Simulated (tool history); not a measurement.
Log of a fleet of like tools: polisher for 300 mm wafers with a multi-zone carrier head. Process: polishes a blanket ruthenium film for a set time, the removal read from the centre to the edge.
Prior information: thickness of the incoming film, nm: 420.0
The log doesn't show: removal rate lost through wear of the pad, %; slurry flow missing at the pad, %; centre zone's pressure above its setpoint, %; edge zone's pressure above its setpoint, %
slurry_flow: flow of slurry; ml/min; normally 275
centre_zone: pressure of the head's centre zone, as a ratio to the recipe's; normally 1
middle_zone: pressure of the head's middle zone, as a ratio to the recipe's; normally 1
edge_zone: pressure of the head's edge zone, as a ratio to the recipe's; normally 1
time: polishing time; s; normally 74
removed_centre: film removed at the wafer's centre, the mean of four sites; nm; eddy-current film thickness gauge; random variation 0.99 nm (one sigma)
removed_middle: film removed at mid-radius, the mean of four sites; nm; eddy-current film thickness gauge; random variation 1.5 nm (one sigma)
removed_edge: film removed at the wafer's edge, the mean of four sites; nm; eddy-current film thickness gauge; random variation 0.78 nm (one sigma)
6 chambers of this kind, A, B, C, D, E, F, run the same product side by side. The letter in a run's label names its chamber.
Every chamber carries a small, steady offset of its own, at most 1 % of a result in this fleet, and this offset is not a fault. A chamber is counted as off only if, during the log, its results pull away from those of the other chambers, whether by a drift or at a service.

| run | hour | slurry_flow | centre_zone | middle_zone | edge_zone | time | wafers polished on this pad | hours since the slurry nozzle was cleaned | hours since the centre zone pressure was calibrated | hours since the edge zone pressure was calibrated | removed_centre | removed_middle | removed_edge |
|---|---|---|---|---|---|---|---|---|---|---|---|---|---|
| 1E | 6.1 | 275 | 1 | 1 | 1 | 74 | 336 | 87.1 | 192.8 | 460.7 | 110.81 | 108.26 | 109.76 |
|  | 9 | chamber D: worn pad replaced by a new one |
| 2B | 12.5 | 275 | 1 | 1 | 1 | 74 | 468 | 648 | 882.9 | 669.8 | 111.93 | 107.56 | 112.3 |
| 3A | 16.6 | 275 | 1 | 1 | 1 | 74 | 684 | 480.2 | 135.3 | 678.9 | 110.77 | 109.71 | 110.63 |
| 4F | 19.9 | 275 | 1 | 1 | 1 | 74 | 229 | 309.6 | 60.6 | 345.6 | 111.25 | 107.92 | 111.21 |
|  | 23.8 | chamber B: centre zone pressure recalibrated |
|  | 24.1 | chamber B: worn pad replaced by a new one |
| 5C | 24.3 | 275 | 1 | 1 | 1 | 74 | 286 | 429.8 | 523 | 726 | 109.31 | 112.22 | 111.97 |
| 6D | 27.5 | 275 | 1 | 1 | 1 | 74 | 176 | 126.7 | 523.5 | 772 | 109.08 | 110.57 | 111.57 |
| 7B | 31.9 | 275 | 1 | 1 | 1 | 74 | 74 | 667.4 | 8.2 | 689.2 | 111.2 | 108.21 | 111.06 |
| 8F | 37.2 | 275 | 1 | 1 | 1 | 74 | 394 | 326.9 | 77.9 | 362.9 | 111.05 | 111.51 | 111.98 |
| 9E | 41.1 | 275 | 1 | 1 | 1 | 74 | 670 | 122.1 | 227.8 | 495.7 | 109.84 | 108.47 | 109.61 |
| 10C | 48.3 | 275 | 1 | 1 | 1 | 74 | 515 | 453.8 | 547 | 750 | 111.38 | 110.03 | 110.78 |
| 11D | 52.8 | 275 | 1 | 1 | 1 | 74 | 417 | 152 | 548.8 | 797.3 | 108.77 | 109.78 | 109.17 |
| 12A | 56 | 275 | 1 | 1 | 1 | 74 | 1059 | 519.6 | 174.7 | 718.3 | 112.72 | 113.29 | 112.03 |
|  | 58.6 | chamber E: worn pad replaced by a new one |
| 13B | 61.8 | 275 | 1 | 1 | 1 | 74 | 359 | 697.3 | 38.1 | 719.1 | 110.24 | 109.05 | 108.94 |
| 14E | 65.7 | 275 | 1 | 1 | 1 | 74 | 68 | 146.7 | 252.4 | 520.3 | 109.29 | 111.77 | 109.72 |
| 15D | 70.5 | 275 | 1 | 1 | 1 | 74 | 586 | 169.7 | 566.5 | 815 | 108.3 | 110.67 | 109.28 |
|  | 76.2 | chamber D: worn pad replaced by a new one |
| 16C | 77.4 | 275 | 1 | 1 | 1 | 74 | 792 | 482.9 | 576.1 | 779.1 | 110.22 | 115.28 | 111.28 |
| 17A | 83.7 | 275 | 1 | 1 | 1 | 74 | 1323 | 547.3 | 202.4 | 746 | 111.57 | 110.99 | 110.08 |
|  | 84.4 | chamber A: worn pad replaced by a new one |
|  | 86.7 | chamber B: slurry nozzle cleaned |
| 18F | 88.9 | 275 | 1 | 1 | 1 | 74 | 886 | 378.6 | 129.6 | 414.6 | 113.74 | 108.93 | 112.04 |
| 19A | 92.9 | 275 | 1 | 1 | 1 | 74 | 81 | 556.5 | 211.6 | 755.2 | 112.08 | 113.41 | 111.27 |
| 20B | 98.5 | 275 | 0.93 | 1 | 1 | 74 | 709 | 11.9 | 74.8 | 755.8 | 102.14 | 111.54 | 111.47 |
|  | 99.3 | chamber B: worn pad replaced by a new one |
| 21C | 104.5 | 275 | 0.93 | 1 | 1 | 74 | 1050 | 510 | 603.2 | 806.2 | 101.83 | 111.99 | 111.81 |
| 22D | 110.5 | 275 | 0.93 | 1 | 1 | 74 | 327 | 209.7 | 606.5 | 855 | 98.342 | 108.73 | 109.42 |
| 23E | 117 | 275 | 0.93 | 1 | 1 | 74 | 557 | 198 | 303.7 | 571.6 | 100.87 | 108.99 | 109.83 |
| 24F | 124.3 | 275 | 0.93 | 1 | 1 | 74 | 1224 | 414 | 165 | 450 | 102.96 | 110.12 | 112.43 |
| 25D | 127.8 | 275 | 0.93 | 1 | 1 | 74 | 491 | 227 | 623.8 | 872.3 | 98.372 | 106.61 | 106.43 |
| 26C | 134.4 | 275 | 1 | 1 | 1 | 74 | 1335 | 539.9 | 633.1 | 836.1 | 111.42 | 115.04 | 112.58 |
|  | 136.2 | chamber F: worn pad replaced by a new one |
| 27E | 139.6 | 275 | 1 | 1 | 1 | 74 | 772 | 220.6 | 326.3 | 594.2 | 110.15 | 109.72 | 111.16 |
|  | 143.8 | chamber C: worn pad replaced by a new one |
|  | 144.9 | chamber D: edge zone pressure recalibrated |
| 28A | 144.9 | 275 | 1 | 1 | 1 | 74 | 577 | 608.5 | 263.6 | 807.2 | 111.28 | 109.25 | 112.32 |
|  | 148.2 | chamber E: worn pad replaced by a new one |
|  | 150.2 | chamber D: worn pad replaced by a new one |
| 29B | 151 | 275 | 1 | 1 | 1 | 74 | 493 | 64.4 | 127.3 | 808.3 | 110.4 | 111.59 | 110.91 |
| 30F | 154.4 | 275 | 1 | 1.07 | 1 | 74 | 174 | 444.1 | 195.1 | 480.1 | 112.08 | 116.47 | 111.97 |
|  | 157.9 | chamber B: worn pad replaced by a new one |
| 31A | 159.9 | 275 | 1 | 1.07 | 1 | 74 | 720 | 623.5 | 278.6 | 822.2 | 110.13 | 114.3 | 112.78 |
| 32C | 166.7 | 275 | 1 | 1.07 | 1 | 74 | 218 | 572.2 | 665.4 | 868.4 | 110.09 | 121.81 | 111.51 |
| 33D | 170.5 | 275 | 1 | 1.07 | 1 | 74 | 194 | 269.7 | 666.5 | 25.6 | 104.7 | 113.94 | 107.05 |
| 34E | 174.9 | 275 | 1 | 1.07 | 1 | 74 | 254 | 255.9 | 361.6 | 629.5 | 110.57 | 117.24 | 111.4 |
| 35B | 179.7 | 275 | 1 | 1.07 | 1 | 74 | 208 | 93.1 | 156 | 837 | 111.23 | 114.17 | 111.17 |
| 36F | 183.6 | 275 | 1 | 1 | 1 | 74 | 452 | 473.3 | 224.3 | 509.3 | 110.35 | 110.78 | 111.52 |
| 37D | 187.7 | 275 | 1 | 1 | 1 | 74 | 358 | 286.9 | 683.7 | 42.8 | 103.12 | 106 | 105.23 |
| 38E | 192.4 | 275 | 1 | 1 | 1 | 74 | 421 | 273.4 | 379.1 | 647 | 109.61 | 109.64 | 110.85 |
| 39C | 196.4 | 275 | 1 | 1 | 1 | 74 | 501 | 601.9 | 695.1 | 898.1 | 110.14 | 112.76 | 111.8 |
| 40F | 200.8 | 275 | 1 | 1 | 1 | 74 | 616 | 490.5 | 241.5 | 526.5 | 112.1 | 109.57 | 111.46 |
| 41A | 204 | 275 | 1 | 1 | 1 | 74 | 1140 | 667.6 | 322.7 | 866.3 | 112.3 | 109.64 | 111.64 |
|  | 206.9 | chamber E: slurry nozzle cleaned |
| 42B | 208.2 | 275 | 1 | 1 | 1 | 74 | 479 | 121.6 | 184.5 | 865.5 | 112.1 | 111.34 | 110.91 |
| 43E | 214.7 | 180 | 1 | 0.89 | 1 | 74 | 634 | 7.9 | 401.4 | 669.3 | 102.76 | 95.657 | 106.18 |

Next, every chamber runs the same settings. What will each give?
| 44A | 219.9 | 275 | 1.06 | 1 | 1 | 74 |  |  |  |  | ? | ? | ? |
| 44B | 219.9 | 275 | 1.06 | 1 | 1 | 74 |  |  |  |  | ? | ? | ? |
| 44C | 219.9 | 275 | 1.06 | 1 | 1 | 74 |  |  |  |  | ? | ? | ? |
| 44D | 219.9 | 275 | 1.06 | 1 | 1 | 74 |  |  |  |  | ? | ? | ? |
| 44E | 219.9 | 275 | 1.06 | 1 | 1 | 74 |  |  |  |  | ? | ? | ? |
| 44F | 219.9 | 275 | 1.06 | 1 | 1 | 74 |  |  |  |  | ? | ? | ? |

| run | removed_centre | removed_middle | removed_edge |
|---|---|---|---|
| 44A | 119.26 | 113.35 | 110.97 |
| 44B | 118.78 | 111.83 | 110.28 |
| 44C | 119.76 | 111.4 | 111.59 |
| 44D | 107.69 | 103.35 | 105.83 |
| 44E | 118.29 | 107.88 | 112.19 |
| 44F | 117.59 | 111.87 | 112.31 |
